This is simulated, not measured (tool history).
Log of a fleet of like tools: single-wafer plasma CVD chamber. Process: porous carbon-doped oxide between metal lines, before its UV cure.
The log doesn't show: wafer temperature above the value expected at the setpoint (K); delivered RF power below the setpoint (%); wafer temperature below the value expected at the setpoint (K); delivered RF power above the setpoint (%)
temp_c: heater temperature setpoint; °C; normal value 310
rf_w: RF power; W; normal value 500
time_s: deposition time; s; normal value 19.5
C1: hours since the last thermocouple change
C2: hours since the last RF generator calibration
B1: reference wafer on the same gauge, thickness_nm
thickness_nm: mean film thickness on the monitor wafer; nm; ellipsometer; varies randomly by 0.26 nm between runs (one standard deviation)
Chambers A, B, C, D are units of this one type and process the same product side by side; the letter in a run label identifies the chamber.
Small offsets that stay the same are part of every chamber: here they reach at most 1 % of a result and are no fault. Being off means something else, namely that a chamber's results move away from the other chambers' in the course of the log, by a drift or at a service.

Run 1D, hour 5.5: usual settings; C1 1279.3; C2 726.4; B1 107.96. Result: thickness_nm 100.420 nm.
Run 2C, hour 12.7: usual settings; C1 684.2; C2 725.4; B1 107.95. Result: thickness_nm 100.870 nm.
Run 3B, hour 20.2: usual settings; C1 728.7; C2 1242.9; B1 108.06. Result: thickness_nm 100.850 nm.
Run 4A, hour 26.6: usual settings; C1 534.0; C2 535.6; B1 107.99. Result: thickness_nm 100.620 nm.
Run 5D, hour 30.7: usual settings; C1 1304.5; C2 751.6; B1 108.02. Result: thickness_nm 101.190 nm.
Run 6A, hour 37.4: usual settings; C1 544.8; C2 546.4; B1 108.03. Result: thickness_nm 99.784 nm.
Run 7C, hour 41.3: usual settings but temp_c 318 °C, time_s 17.3 s; C1 712.8; C2 754.0; B1 108.03. Result: thickness_nm 86.296 nm.
Run 8B, hour 48.2: usual settings but temp_c 318 °C, time_s 17.3 s; C1 756.7; C2 1270.9; B1 108.01. Result: thickness_nm 85.893 nm.
Run 9B, hour 54.7: usual settings but temp_c 318 °C, time_s 17.3 s; C1 763.2; C2 1277.4; B1 108.02. Result: thickness_nm 85.890 nm.
Run 10C, hour 59.2: usual settings but temp_c 318 °C, time_s 17.3 s; C1 730.7; C2 771.9; B1 108.02. Result: thickness_nm 86.127 nm.
Run 11D, hour 66.2: usual settings; C1 1340.0; C2 787.1; B1 108.01. Result: thickness_nm 101.010 nm.
Run 12A, hour 70.5: usual settings; C1 577.9; C2 579.5; B1 107.99. Result: thickness_nm 100.350 nm.
Run 13B, hour 77.0: usual settings; C1 785.5; C2 1299.7; B1 108.04. Result: thickness_nm 100.890 nm.
Run 14A, hour 80.7: usual settings but time_s 21.0 s; C1 588.1; C2 589.7; B1 108.00. Result: thickness_nm 107.630 nm.
Run 15C, hour 84.1: usual settings but time_s 21.0 s; C1 755.6; C2 796.8; B1 108.05. Result: thickness_nm 108.540 nm.
Run 16D, hour 87.9: usual settings but time_s 21.0 s; C1 1361.7; C2 808.8; B1 107.97. Result: thickness_nm 108.130 nm.
Run 17B, hour 95.1: usual settings but time_s 21.0 s; C1 803.6; C2 1317.8; B1 108.03. Result: thickness_nm 108.070 nm.
Run 18A, hour 101.8: usual settings; C1 609.2; C2 610.8; B1 107.99. Result: thickness_nm 100.260 nm.
Run 19C, hour 105.7: usual settings; C1 777.2; C2 818.4; B1 108.01. Result: thickness_nm 101.000 nm.
Run 20D, hour 112.8: usual settings but temp_c 298 °C, time_s 16.7 s; C1 1386.6; C2 833.7; B1 107.96. Result: thickness_nm 92.037 nm.
Run 21D, hour 118.6: usual settings but temp_c 298 °C, time_s 16.7 s; C1 1392.4; C2 839.5; B1 108.01. Result: thickness_nm 92.148 nm.
Run 22A, hour 122.6: usual settings but temp_c 298 °C, time_s 16.7 s; C1 630.0; C2 631.6; B1 108.04. Result: thickness_nm 92.355 nm.
Run 23B, hour 129.2: usual settings but temp_c 298 °C, time_s 16.7 s; C1 837.7; C2 1351.9; B1 107.95. Result: thickness_nm 93.097 nm.
Run 24C, hour 133.5: usual settings; C1 805.0; C2 846.2; B1 107.99. Result: thickness_nm 100.650 nm.
Run 25B, hour 138.0: usual settings; C1 846.5; C2 1360.7; B1 108.05. Result: thickness_nm 100.710 nm.
Run 26A, hour 144.4: usual settings; C1 651.8; C2 653.4; B1 108.06. Result: thickness_nm 99.999 nm.
Run 27C, hour 149.9: usual settings; C1 821.4; C2 862.6; B1 107.98. Result: thickness_nm 100.590 nm.
Run 28D, hour 153.4: usual settings; C1 1427.2; C2 874.3; B1 108.01. Result: thickness_nm 99.462 nm.
Run 29A, hour 157.0: usual settings; C1 664.4; C2 666.0; B1 107.88. Result: thickness_nm 100.510 nm.
Run 30B, hour 164.1: usual settings; C1 872.6; C2 1386.8; B1 108.07. Result: thickness_nm 100.260 nm.
Run 31C, hour 169.9: usual settings; C1 841.4; C2 882.6; B1 108.05. Result: thickness_nm 100.990 nm.
Run 32D, hour 177.1: usual settings; C1 1450.9; C2 898.0; B1 107.94. Result: thickness_nm 98.601 nm.
Run 33C, hour 184.3: usual settings; C1 855.8; C2 897.0; B1 108.08. Result: thickness_nm 101.100 nm.
Run 34A, hour 191.6: usual settings; C1 699.0; C2 700.6; B1 107.97. Result: thickness_nm 100.370 nm.
Run 35B, hour 195.3: usual settings; C1 903.8; C2 1418.0; B1 107.96. Result: thickness_nm 100.590 nm.
Run 36D, hour 200.3: usual settings; C1 1474.1; C2 921.2; B1 108.02. Result: thickness_nm 98.371 nm.
Run 37D, hour 207.3: usual settings but temp_c 324 °C, rf_w 470 W; C1 1481.1; C2 928.2; B1 107.97. Result: thickness_nm 88.093 nm.
Run 38A, hour 213.4: usual settings but temp_c 324 °C, rf_w 470 W; C1 720.8; C2 722.4; B1 108.04. Result: thickness_nm 89.358 nm.
Run 39B, hour 218.9: usual settings but temp_c 324 °C, rf_w 470 W; C1 927.4; C2 1441.6; B1 107.96. Result: thickness_nm 89.617 nm.
Run 40C, hour 223.1: usual settings but temp_c 324 °C, rf_w 470 W; C1 894.6; C2 935.8; B1 107.99. Result: thickness_nm 89.952 nm.

All chambers now run identical settings, listed one chamber a line with results as question marks. What results will each chamber show?
Run 41A, hour 228.5: usual settings. Result: thickness_nm ?.
Run 41B, hour 228.5: usual settings. Result: thickness_nm ?.
Run 41C, hour 228.5: usual settings. Result: thickness_nm ?.
Run 41D, hour 228.5: usual settings. Result: thickness_nm ?.

run  thickness_nm
41A       100.010
41B       100.770
41C       100.980
41D        97.960
